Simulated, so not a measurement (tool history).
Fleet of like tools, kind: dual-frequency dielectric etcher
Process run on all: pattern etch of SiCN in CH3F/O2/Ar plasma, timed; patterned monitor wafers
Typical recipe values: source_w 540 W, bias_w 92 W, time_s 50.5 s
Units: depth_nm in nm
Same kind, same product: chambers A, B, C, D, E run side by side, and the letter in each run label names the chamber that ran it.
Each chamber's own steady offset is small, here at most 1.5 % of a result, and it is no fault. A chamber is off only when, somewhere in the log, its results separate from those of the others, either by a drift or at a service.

| run | hour | source_w | bias_w | time_s | hours since the last wet clean | hours since the last source power generator calibration | hours since the last bias power generator calibration | read-back reference wafer on the same gauge, depth_nm | depth_nm |
|---|---|---|---|---|---|---|---|---|---|
| 1A | 12.9 | 540 | 92 | 50.5 | 499.3 | 1769.8 | 712.8 | 25.099 | 23.1 |
|  | 21 | chamber A: source power generator calibrated |
| 2E | 21.2 | 540 | 92 | 50.5 | 320.8 | 216.8 | 2212.9 | 25.075 | 23.052 |
|  | 31.7 | chamber A: wet clean of the chamber |
| 3C | 34.4 | 540 | 92 | 50.5 | 155.9 | 2289.9 | 392.7 | 25.109 | 22.826 |
| 4B | 42.4 | 540 | 92 | 50.5 | 331.5 | 765.5 | 1085.2 | 25.096 | 23.216 |
| 5D | 49 | 540 | 92 | 50.5 | 211.7 | 3449 | 1073.3 | 25.094 | 23.367 |
| 6D | 63.4 | 540 | 92 | 50.5 | 226.1 | 3463.4 | 1087.7 | 25.095 | 23.121 |
| 7E | 70 | 540 | 92 | 50.5 | 369.6 | 265.6 | 2261.7 | 25.1 | 23.078 |
| 8A | 84.6 | 640 | 92 | 50.5 | 53 | 63.6 | 784.5 | 25.107 | 24.859 |
| 9B | 96.5 | 640 | 92 | 50.5 | 385.6 | 819.6 | 1139.3 | 25.102 | 24.841 |
| 10C | 107.4 | 640 | 92 | 50.5 | 228.9 | 2362.9 | 465.7 | 25.11 | 24.407 |
| 11D | 114.3 | 640 | 92 | 50.5 | 277 | 3514.3 | 1138.6 | 25.105 | 24.821 |
| 12B | 128.1 | 640 | 92 | 50.5 | 417.2 | 851.2 | 1170.9 | 25.108 | 24.862 |
| 13A | 141.3 | 540 | 113 | 37.5 | 109.7 | 120.3 | 841.2 | 25.094 | 18.672 |
| 14C | 150.4 | 540 | 113 | 37.5 | 271.9 | 2405.9 | 508.7 | 25.091 | 18.325 |
| 15E | 158.5 | 540 | 113 | 37.5 | 458.1 | 354.1 | 2350.2 | 25.115 | 18.513 |
| 16B | 168.4 | 540 | 113 | 37.5 | 457.5 | 891.5 | 1211.2 | 25.107 | 18.651 |
| 17D | 179.8 | 540 | 113 | 37.5 | 342.5 | 3579.8 | 1204.1 | 25.131 | 18.685 |
| 18A | 186.3 | 650 | 92 | 63.5 | 154.7 | 165.3 | 886.2 | 25.073 | 31.254 |
| 19C | 201.1 | 650 | 92 | 63.5 | 322.6 | 2456.6 | 559.4 | 25.125 | 30.852 |
| 20E | 209.2 | 650 | 92 | 63.5 | 508.8 | 404.8 | 2400.9 | 25.108 | 31.249 |
|  | 210.5 | chamber D: wet clean of the chamber |
|  | 216 | chamber E: wet clean of the chamber |
| 21B | 217.9 | 650 | 92 | 63.5 | 507 | 941 | 1260.7 | 25.095 | 31.208 |
| 22C | 226.6 | 650 | 92 | 63.5 | 348.1 | 2482.1 | 584.9 | 25.125 | 30.894 |
|  | 232.4 | chamber D: source power generator calibrated |
| 23E | 234.8 | 540 | 92 | 50.5 | 18.9 | 430.4 | 2426.5 | 25.101 | 23.217 |
| 24A | 244.8 | 540 | 92 | 50.5 | 213.2 | 223.8 | 944.7 | 25.111 | 23.081 |
| 25D | 251.2 | 540 | 92 | 50.5 | 40.8 | 18.9 | 1275.5 | 25.101 | 23.454 |
| 26A | 264.5 | 540 | 92 | 50.5 | 232.9 | 243.5 | 964.4 | 25.089 | 23.205 |
| 27C | 278.4 | 540 | 92 | 50.5 | 399.9 | 2533.9 | 636.7 | 25.116 | 22.964 |
| 28B | 293.1 | 540 | 92 | 50.5 | 582.2 | 1016.2 | 1335.9 | 25.096 | 23.472 |
| 29D | 299.5 | 540 | 92 | 50.5 | 89.1 | 67.2 | 1323.8 | 25.092 | 23.57 |
| 30E | 314 | 540 | 92 | 50.5 | 98.1 | 509.6 | 2505.7 | 25.081 | 23.212 |
| 31C | 327 | 540 | 92 | 61 | 448.5 | 2582.5 | 685.3 | 25.093 | 27.677 |
| 32E | 334.9 | 540 | 92 | 61 | 119 | 530.5 | 2526.6 | 25.112 | 27.91 |
| 33B | 349.3 | 540 | 92 | 61 | 638.4 | 1072.4 | 1392.1 | 25.122 | 28.113 |
| 34D | 357.4 | 540 | 92 | 61 | 147 | 125.1 | 1381.7 | 25.117 | 27.96 |
| 35A | 366.1 | 540 | 92 | 61 | 334.5 | 345.1 | 1066 | 25.087 | 28.054 |

Which is it: a chamber that has drifted or been left off by a service, a gauge drift common to all chambers, or only each chamber's usual small offset? If a chamber is off, name it and its likeliest cause.

No chamber stands off beyond its own small offset, and the gauge holds steady.
